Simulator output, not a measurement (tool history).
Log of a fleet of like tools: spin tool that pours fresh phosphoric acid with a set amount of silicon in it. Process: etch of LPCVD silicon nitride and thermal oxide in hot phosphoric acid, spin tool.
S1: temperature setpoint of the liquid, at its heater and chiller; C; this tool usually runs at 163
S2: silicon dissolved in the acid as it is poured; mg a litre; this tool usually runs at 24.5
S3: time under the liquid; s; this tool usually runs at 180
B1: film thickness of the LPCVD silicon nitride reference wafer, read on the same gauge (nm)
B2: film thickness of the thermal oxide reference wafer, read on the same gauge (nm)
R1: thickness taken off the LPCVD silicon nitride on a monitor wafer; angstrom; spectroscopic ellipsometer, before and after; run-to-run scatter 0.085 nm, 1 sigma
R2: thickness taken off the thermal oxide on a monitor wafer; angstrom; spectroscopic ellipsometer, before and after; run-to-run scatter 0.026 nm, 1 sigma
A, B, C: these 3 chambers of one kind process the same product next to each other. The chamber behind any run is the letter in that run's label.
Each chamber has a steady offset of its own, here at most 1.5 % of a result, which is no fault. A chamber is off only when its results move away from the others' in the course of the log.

| run | hour | S1 | S2 | S3 | B1 | B2 | R1 | R2 |
|---|---|---|---|---|---|---|---|---|
| 1A | 5.6 | 163 | 24.5 | 180 | 139.96 | 50.031 | 153.86 | 2.9852 |
| 2B | 10.9 | 163 | 24.5 | 180 | 139.98 | 50.023 | 152.8 | 3.5375 |
| 3C | 15.9 | 163 | 24.5 | 180 | 140.01 | 49.947 | 152.61 | 3.3946 |
| 4A | 19.9 | 163 | 24.5 | 180 | 140 | 50.037 | 154.18 | 3.3631 |
| 5B | 23.8 | 163 | 24.5 | 180 | 139.99 | 49.933 | 153.51 | 3.2237 |
| 6C | 26.8 | 163 | 24.5 | 180 | 140.02 | 50.015 | 153.02 | 3.7658 |
| 7B | 31.6 | 163 | 24.5 | 180 | 139.96 | 50.024 | 153.52 | 3.4064 |
| 8C | 34.5 | 163 | 24.5 | 260 | 139.99 | 50.01 | 221.63 | 5.6936 |
| 9A | 38.1 | 163 | 24.5 | 260 | 140 | 50.004 | 223.04 | 5.2069 |
| 10B | 42.6 | 163 | 24.5 | 260 | 140.04 | 49.931 | 220.27 | 4.3359 |
| 11A | 46.3 | 163 | 24.5 | 180 | 140.01 | 49.975 | 153.14 | 3.1046 |
| 12C | 49.8 | 163 | 24.5 | 180 | 140.02 | 49.981 | 154.45 | 3.5099 |
| 13A | 54.9 | 163 | 24.5 | 180 | 140.02 | 50.002 | 154.77 | 3.3222 |
| 14B | 60 | 165.5 | 24.5 | 180 | 140 | 50.035 | 166.87 | 4.2377 |
| 15C | 65.9 | 165.5 | 24.5 | 180 | 139.99 | 49.982 | 166.99 | 4.0199 |
| 16A | 69.8 | 165.5 | 24.5 | 180 | 139.95 | 49.978 | 168.23 | 3.8084 |
| 17C | 73.5 | 161.5 | 17 | 180 | 139.98 | 49.975 | 146.85 | 4.2106 |
| 18B | 78.9 | 161.5 | 17 | 180 | 140.01 | 49.991 | 146.16 | 3.96 |
| 19A | 84 | 161.5 | 17 | 180 | 140.01 | 50.011 | 147.16 | 4.0975 |
| 20C | 89.4 | 163 | 24.5 | 180 | 140.01 | 50.05 | 152.77 | 3.4961 |
| 21B | 92.8 | 163 | 24.5 | 180 | 140.01 | 50.019 | 153.41 | 3.5599 |
| 22C | 98.4 | 163 | 15.5 | 120 | 139.99 | 50.009 | 102 | 2.7876 |
| 23B | 103.2 | 163 | 15.5 | 120 | 140.02 | 49.993 | 101.28 | 2.8713 |
| 24A | 106.3 | 163 | 15.5 | 120 | 140 | 50.01 | 103.02 | 3.058 |
| 25B | 110.8 | 163 | 24.5 | 180 | 140.02 | 50.037 | 153.44 | 3.5325 |
| 26C | 116.5 | 163 | 24.5 | 180 | 139.98 | 50 | 153.31 | 3.5035 |
| 27A | 119.2 | 163 | 24.5 | 180 | 140.03 | 49.98 | 154.53 | 3.153 |
| 28A | 124.8 | 163 | 24.5 | 180 | 140.03 | 49.99 | 155.44 | 3.1601 |
| 29C | 128.8 | 163 | 24.5 | 180 | 140.01 | 49.984 | 153.02 | 3.6296 |
| 30B | 132.6 | 163 | 24.5 | 180 | 140.07 | 50.036 | 153.64 | 3.7584 |
| 31C | 138.1 | 163 | 24.5 | 180 | 140 | 50.011 | 153.92 | 3.3462 |
| 32A | 141.6 | 163 | 24.5 | 180 | 139.99 | 50.057 | 153.04 | 3.208 |
| 33B | 145 | 163 | 24.5 | 180 | 140 | 50.015 | 152.55 | 3.8797 |

Decide between three cases: one chamber stands off from its peers, the gauge reading all wafers drifts, or nothing is wrong past each chamber's small offset. Where a chamber is off, say which and what most likely put it there.

All chambers stay in line apart from their small fixed offsets, and the gauge does not drift.

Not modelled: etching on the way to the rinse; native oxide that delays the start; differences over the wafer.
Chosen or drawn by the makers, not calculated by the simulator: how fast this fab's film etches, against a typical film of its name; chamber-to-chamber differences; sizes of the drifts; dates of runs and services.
